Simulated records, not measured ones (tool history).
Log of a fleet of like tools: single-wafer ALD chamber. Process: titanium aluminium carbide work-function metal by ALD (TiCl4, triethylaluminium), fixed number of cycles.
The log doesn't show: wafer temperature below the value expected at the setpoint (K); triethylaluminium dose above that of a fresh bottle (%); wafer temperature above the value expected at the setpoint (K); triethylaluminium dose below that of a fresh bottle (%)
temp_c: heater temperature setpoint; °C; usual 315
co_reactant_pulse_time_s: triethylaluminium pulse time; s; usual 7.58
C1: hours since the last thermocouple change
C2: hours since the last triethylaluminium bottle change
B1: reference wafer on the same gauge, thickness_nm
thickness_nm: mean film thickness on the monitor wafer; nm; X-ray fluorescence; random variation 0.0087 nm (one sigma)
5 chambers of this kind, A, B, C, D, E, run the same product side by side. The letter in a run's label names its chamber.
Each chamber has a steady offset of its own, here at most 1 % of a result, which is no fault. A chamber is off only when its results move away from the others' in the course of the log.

{"run": "1D", "day": 0.108, "temp_c": 315, "co_reactant_pulse_time_s": 7.58, "C1": 128.6, "C2": 105.8, "B1": 2.0407, "thickness_nm": 2.0317}
{"run": "2C", "day": 0.283, "temp_c": 315, "co_reactant_pulse_time_s": 7.58, "C1": 640.9, "C2": 49, "B1": 2.0384, "thickness_nm": 2.0729}
{"run": "3E", "day": 0.425, "temp_c": 315, "co_reactant_pulse_time_s": 7.58, "C1": 1271.2, "C2": 268.8, "B1": 2.0408, "thickness_nm": 2.0419}
{"run": "4B", "day": 0.629, "temp_c": 315, "co_reactant_pulse_time_s": 7.58, "C1": 1981.2, "C2": 755.7, "B1": 2.0424, "thickness_nm": 2.0313}
{"run": "5A", "day": 0.729, "temp_c": 315, "co_reactant_pulse_time_s": 7.58, "C1": 942.7, "C2": 505.3, "B1": 2.0395, "thickness_nm": 2.0418}
{"run": "6C", "day": 0.917, "temp_c": 315, "co_reactant_pulse_time_s": 7.58, "C1": 656.1, "C2": 64.2, "B1": 2.0408, "thickness_nm": 2.0669}
{"run": "7E", "day": 1.029, "temp_c": 315, "co_reactant_pulse_time_s": 7.58, "C1": 1285.7, "C2": 283.3, "B1": 2.04, "thickness_nm": 2.0541}
{"run": "8D", "day": 1.15, "temp_c": 315, "co_reactant_pulse_time_s": 7.58, "C1": 153.6, "C2": 130.8, "B1": 2.0397, "thickness_nm": 2.0378}
{"run": "9B", "day": 1.275, "temp_c": 315, "co_reactant_pulse_time_s": 7.58, "C1": 1996.7, "C2": 771.2, "B1": 2.0369, "thickness_nm": 2.0258}
{"run": "10A", "day": 1.496, "temp_c": 315, "co_reactant_pulse_time_s": 7.58, "C1": 961.1, "C2": 523.7, "B1": 2.0396, "thickness_nm": 2.0582}
{"run": "11A", "day": 1.704, "temp_c": 315, "co_reactant_pulse_time_s": 7.58, "C1": 966.1, "C2": 528.7, "B1": 2.0397, "thickness_nm": 2.0571}
{"run": "12D", "day": 1.854, "temp_c": 315, "co_reactant_pulse_time_s": 7.58, "C1": 170.5, "C2": 147.7, "B1": 2.0399, "thickness_nm": 2.042}
{"run": "13E", "day": 1.992, "temp_c": 315, "co_reactant_pulse_time_s": 7.58, "C1": 1308.8, "C2": 306.4, "B1": 2.0419, "thickness_nm": 2.0423}
{"run": "14B", "day": 2.188, "temp_c": 324, "co_reactant_pulse_time_s": 9.48, "C1": 2018.6, "C2": 793.1, "B1": 2.0391, "thickness_nm": 2.1764}
{"run": "15C", "day": 2.308, "temp_c": 324, "co_reactant_pulse_time_s": 9.48, "C1": 689.5, "C2": 97.6, "B1": 2.0376, "thickness_nm": 2.2121}
{"run": "16D", "day": 2.412, "temp_c": 324, "co_reactant_pulse_time_s": 9.48, "C1": 183.9, "C2": 161.1, "B1": 2.0395, "thickness_nm": 2.2027}
{"run": "17A", "day": 2.592, "temp_c": 324, "co_reactant_pulse_time_s": 9.48, "C1": 987.4, "C2": 550, "B1": 2.0391, "thickness_nm": 2.2255}
{"day": 2.683, "done": "chamber A: thermocouple changed; heater temperature recalibrated"}
{"run": "18C", "day": 2.712, "temp_c": 324, "co_reactant_pulse_time_s": 9.48, "C1": 699.2, "C2": 107.3, "B1": 2.041, "thickness_nm": 2.2053}
{"run": "19B", "day": 2.917, "temp_c": 315, "co_reactant_pulse_time_s": 7.58, "C1": 2036.1, "C2": 810.6, "B1": 2.0396, "thickness_nm": 2.0373}
{"run": "20E", "day": 3.112, "temp_c": 315, "co_reactant_pulse_time_s": 7.58, "C1": 1335.7, "C2": 333.3, "B1": 2.0407, "thickness_nm": 2.0507}
{"run": "21C", "day": 3.296, "temp_c": 315, "co_reactant_pulse_time_s": 7.58, "C1": 713.2, "C2": 121.3, "B1": 2.0416, "thickness_nm": 2.0441}
{"run": "22E", "day": 3.462, "temp_c": 327, "co_reactant_pulse_time_s": 5.42, "C1": 1344.1, "C2": 341.7, "B1": 2.0391, "thickness_nm": 1.9518}
{"run": "23B", "day": 3.654, "temp_c": 327, "co_reactant_pulse_time_s": 5.42, "C1": 2053.8, "C2": 828.3, "B1": 2.041, "thickness_nm": 1.9519}
{"run": "24A", "day": 3.825, "temp_c": 327, "co_reactant_pulse_time_s": 5.42, "C1": 27.5, "C2": 579.6, "B1": 2.0395, "thickness_nm": 1.9616}
{"run": "25D", "day": 3.933, "temp_c": 327, "co_reactant_pulse_time_s": 5.42, "C1": 220.4, "C2": 197.6, "B1": 2.0387, "thickness_nm": 1.9471}
{"run": "26E", "day": 4.142, "temp_c": 327, "co_reactant_pulse_time_s": 5.42, "C1": 1360.4, "C2": 358, "B1": 2.0423, "thickness_nm": 1.9462}
{"run": "27D", "day": 4.25, "temp_c": 315, "co_reactant_pulse_time_s": 7.58, "C1": 228, "C2": 205.2, "B1": 2.0396, "thickness_nm": 2.0383}
{"run": "28C", "day": 4.421, "temp_c": 315, "co_reactant_pulse_time_s": 7.58, "C1": 740.2, "C2": 148.3, "B1": 2.0418, "thickness_nm": 2.0617}
{"run": "29B", "day": 4.646, "temp_c": 315, "co_reactant_pulse_time_s": 7.58, "C1": 2077.6, "C2": 852.1, "B1": 2.0371, "thickness_nm": 2.0513}
{"run": "30A", "day": 4.767, "temp_c": 307, "co_reactant_pulse_time_s": 6.04, "C1": 50.1, "C2": 602.2, "B1": 2.0387, "thickness_nm": 1.8951}
{"run": "31C", "day": 4.946, "temp_c": 307, "co_reactant_pulse_time_s": 6.04, "C1": 752.8, "C2": 160.9, "B1": 2.0397, "thickness_nm": 1.8734}
{"run": "32D", "day": 5.075, "temp_c": 307, "co_reactant_pulse_time_s": 6.04, "C1": 247.8, "C2": 225, "B1": 2.0395, "thickness_nm": 1.8587}
{"run": "33B", "day": 5.229, "temp_c": 307, "co_reactant_pulse_time_s": 6.04, "C1": 2091.6, "C2": 866.1, "B1": 2.04, "thickness_nm": 1.8574}
{"run": "34A", "day": 5.392, "temp_c": 307, "co_reactant_pulse_time_s": 6.04, "C1": 65.1, "C2": 617.2, "B1": 2.0396, "thickness_nm": 1.8789}
{"run": "35E", "day": 5.5, "temp_c": 315, "co_reactant_pulse_time_s": 8.54, "C1": 1393, "C2": 390.6, "B1": 2.0414, "thickness_nm": 2.096}
{"run": "36D", "day": 5.721, "temp_c": 315, "co_reactant_pulse_time_s": 8.54, "C1": 263.3, "C2": 240.5, "B1": 2.0389, "thickness_nm": 2.084}
{"run": "37C", "day": 5.908, "temp_c": 315, "co_reactant_pulse_time_s": 8.54, "C1": 775.9, "C2": 184, "B1": 2.0422, "thickness_nm": 2.1016}
{"run": "38B", "day": 6.125, "temp_c": 315, "co_reactant_pulse_time_s": 8.54, "C1": 2113.1, "C2": 887.6, "B1": 2.039, "thickness_nm": 2.0854}

Next, every chamber runs the same settings. What will each give?
{"run": "39A", "day": 6.288, "temp_c": 315, "co_reactant_pulse_time_s": 7.58, "thickness_nm": "?"}
{"run": "39B", "day": 6.288, "temp_c": 315, "co_reactant_pulse_time_s": 7.58, "thickness_nm": "?"}
{"run": "39C", "day": 6.288, "temp_c": 315, "co_reactant_pulse_time_s": 7.58, "thickness_nm": "?"}
{"run": "39D", "day": 6.288, "temp_c": 315, "co_reactant_pulse_time_s": 7.58, "thickness_nm": "?"}
{"run": "39E", "day": 6.288, "temp_c": 315, "co_reactant_pulse_time_s": 7.58, "thickness_nm": "?"}

run=39A thickness_nm=2.045
run=39B thickness_nm=2.0342
run=39C thickness_nm=2.0514
run=39D thickness_nm=2.0194
run=39E thickness_nm=2.0475

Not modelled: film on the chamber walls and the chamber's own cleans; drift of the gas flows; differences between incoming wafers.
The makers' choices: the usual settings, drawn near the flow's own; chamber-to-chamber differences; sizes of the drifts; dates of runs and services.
